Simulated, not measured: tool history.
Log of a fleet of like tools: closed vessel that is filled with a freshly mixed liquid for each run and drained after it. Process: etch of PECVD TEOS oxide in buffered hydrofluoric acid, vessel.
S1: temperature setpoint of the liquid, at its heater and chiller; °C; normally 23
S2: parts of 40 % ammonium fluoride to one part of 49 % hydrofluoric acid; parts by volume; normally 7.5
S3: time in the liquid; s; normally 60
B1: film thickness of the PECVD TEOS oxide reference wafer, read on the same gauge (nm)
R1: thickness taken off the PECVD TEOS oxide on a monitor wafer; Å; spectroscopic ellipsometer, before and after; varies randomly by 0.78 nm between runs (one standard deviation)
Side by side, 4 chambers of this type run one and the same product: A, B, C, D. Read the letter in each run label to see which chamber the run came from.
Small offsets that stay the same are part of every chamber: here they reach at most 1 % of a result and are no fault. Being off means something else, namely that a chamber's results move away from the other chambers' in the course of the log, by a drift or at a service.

run	day	S1	S2	S3	B1	R1
1D	0.283	23	7.5	60	149.97	942.05
2B	0.896	23	7.5	60	150.04	918.06
3C	1.442	23	7.5	60	150	950.29
4A	1.95	23	7.5	60	150.02	954.02
5C	2.288	23	7.5	60	150	941.46
6B	2.579	23	7.5	60	149.98	927.25
7A	2.942	23	7.5	60	150.05	941.1
8D	3.296	23	7.5	60	150.01	933.24
9B	3.825	23	7.5	60	150	938.22
10C	4.421	23	7.5	60	149.99	942.5
11A	4.758	23	7.5	60	149.97	956.95
12D	5.183	23	7.5	60	150.01	940.22
13C	5.571	23	7.5	60	150	947.81
14B	6.15	23	7.5	60	150	965.55
15D	6.658	23	7.5	60	150.01	940.72
16A	7.092	20	7.5	85	150.02	1142.3
17A	7.429	20	7.5	85	150.02	1136.1
18C	7.75	20	7.5	85	150.02	1125.5
19D	8.1	20	7.5	85	149.94	1122.1
20B	8.488	23	7.5	60	149.96	983.71
21B	9.067	23	7.5	60	150.01	971.83
22A	9.629	23	7.5	60	150	956.75
23D	10.054	23	7.5	60	149.97	949.28
24C	10.379	23	7.5	60	149.98	950.31
25D	10.708	23	7.5	60	150.04	941.29
26B	11.321	23	7.5	60	150.03	1002.3
27C	11.867	23	7.5	60	149.96	934.55
28A	12.292	23	7.5	60	150	943.87
29C	12.642	23	7.5	60	149.98	942.36
30B	13.196	23	7.5	60	150.01	1023.8
31A	13.617	23	7.5	60	150	945.39
32D	14.1	23	7.5	60	150.01	935.28
33B	14.529	27	7.5	80	150	1697.5
34A	14.833	27	7.5	80	150.01	1572.2
35D	15.254	27	7.5	80	150.04	1576.9
36C	15.775	27	7.5	80	150.01	1559.9
37C	16.162	23	7.5	60	150.02	938.46

Read the log: is a single chamber off, either drifting away or since a service, is the gauge that measures every chamber drifting, or is nothing wrong beyond small per-chamber offsets? Name any odd chamber and what most likely caused it.

Chamber B drifts away from the others.
Cause: hydrofluoric acid flow above the setpoint (%) = 9.97.
The log might look much the same if the cause were instead: liquid hotter than its thermometer reads (K).

Below are 4 candidate recipes for chamber B's next run, each the usual settings with a change, their results shown as question marks. Which of them brings B's results back in line with what the other chambers give on the usual settings?
Allowed miss from the other chambers' usual-settings mean, per result, to count as in line: R1 27 Å
38B-1	16.604	22.5	8	55		?
38B-2	16.604	23.5	7.5	70		?
38B-3	16.604	23	7.5	55		?
38B-4	16.604	23	7.5	65		?

Average result of the remaining chambers running the usual settings: R1 946.01 Å
run	R1
38B-1	859.92
38B-2	1233.9
38B-3	943.3
38B-4	1114.8
Change 38B-3 lands the chamber within the allowed miss of the other chambers.
